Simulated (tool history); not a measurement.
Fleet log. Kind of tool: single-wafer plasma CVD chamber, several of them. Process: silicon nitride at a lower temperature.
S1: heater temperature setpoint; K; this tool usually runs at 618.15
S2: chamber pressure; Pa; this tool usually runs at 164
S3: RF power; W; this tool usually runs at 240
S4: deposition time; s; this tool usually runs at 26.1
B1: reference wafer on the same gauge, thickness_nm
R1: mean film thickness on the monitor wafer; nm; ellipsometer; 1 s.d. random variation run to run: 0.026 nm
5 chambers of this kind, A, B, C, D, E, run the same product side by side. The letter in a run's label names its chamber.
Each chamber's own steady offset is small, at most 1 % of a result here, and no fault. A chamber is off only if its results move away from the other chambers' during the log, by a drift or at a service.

run   hour      S1   S2   S3    S4      B1      R1
 1D    4.4  618.15  164  240  26.1  27.605  24.292
 2C    7.6  618.15  164  240  26.1  27.617  24.471
 3B   12.5  618.15  164  240  26.1  27.604  24.599
 4A   14.8  618.15  164  240  26.1  27.613   24.44
 5E   17.8  618.15  164  240  26.1  27.612  24.531
 6A   20.3  618.15  164  240  26.1   27.62   24.41
 7C   22.6  618.15  164  240  26.1   27.63  24.412
 8B     25  618.15  164  240  26.1   27.62  24.568
 9D   29.7  618.15  164  240  26.1  27.622  24.323
10E   34.7  618.15  164  240  26.1  27.628  24.503
11A   39.8  618.15  164  240  26.1  27.637   24.49
12C   43.2  618.15  164  240  26.1  27.636  24.473
13E   46.6  618.15  164  240  26.1  27.638   24.53
14B   51.1  618.15  164  240  26.1  27.639  24.614
15D   53.7  618.15  164  240  26.1  27.655  24.299
16E   57.6  618.15  164  240  26.1  27.652  24.551
17A   60.5  618.15  127  240  23.9  27.647  20.761
18C   63.1  618.15  127  240  23.9  27.658  20.776
19D   67.7  618.15  127  240  23.9  27.668  20.547
20B   71.6  618.15  127  240  23.9  27.663  20.827
21A   75.9  618.15  127  240  23.9  27.666  20.775
22B   78.2  618.15  164  240  26.1  27.661  24.636
23E   82.3  618.15  164  240  26.1  27.675  24.607
24D   86.5  618.15  164  240  26.1  27.674  24.354
25C   90.4  618.15  164  240  26.1  27.681  24.485
26B   94.6  618.15  164  240  26.1  27.687  24.644
27C   98.1  618.15  164  240  26.1  27.689  24.546
28E    103  618.15  164  240  26.1  27.684  24.593
29A  106.3  618.15  164  240  26.1  27.698  24.494
30D  108.8  618.15  164  240  26.1  27.699   24.35
31B  112.8  618.15  164  240  26.1  27.698  24.649
32E  115.8  618.15  164  240  26.1  27.698  24.578
33A  118.1  618.15  135  240  26.1  27.701   23.15
34D  121.9  618.15  135  240  26.1  27.701  22.927
35C  125.2  618.15  135  240  26.1  27.714  23.176
36E  128.6  618.15  135  240  26.1  27.715  23.186
37D  132.2  618.15  135  240  26.1  27.717  22.945
38B  136.3  618.15  164  240  26.1   27.72  24.712

Does one chamber stand apart from the rest, does the shared gauge drift, or is all well apart from small per-chamber offsets? Give the chamber and the most likely cause, where there is one.

The shared gauge is drifting. All chambers look as if they move in step, but none is off.
Likeliest cause: gauge reads high (%) = 0.444.
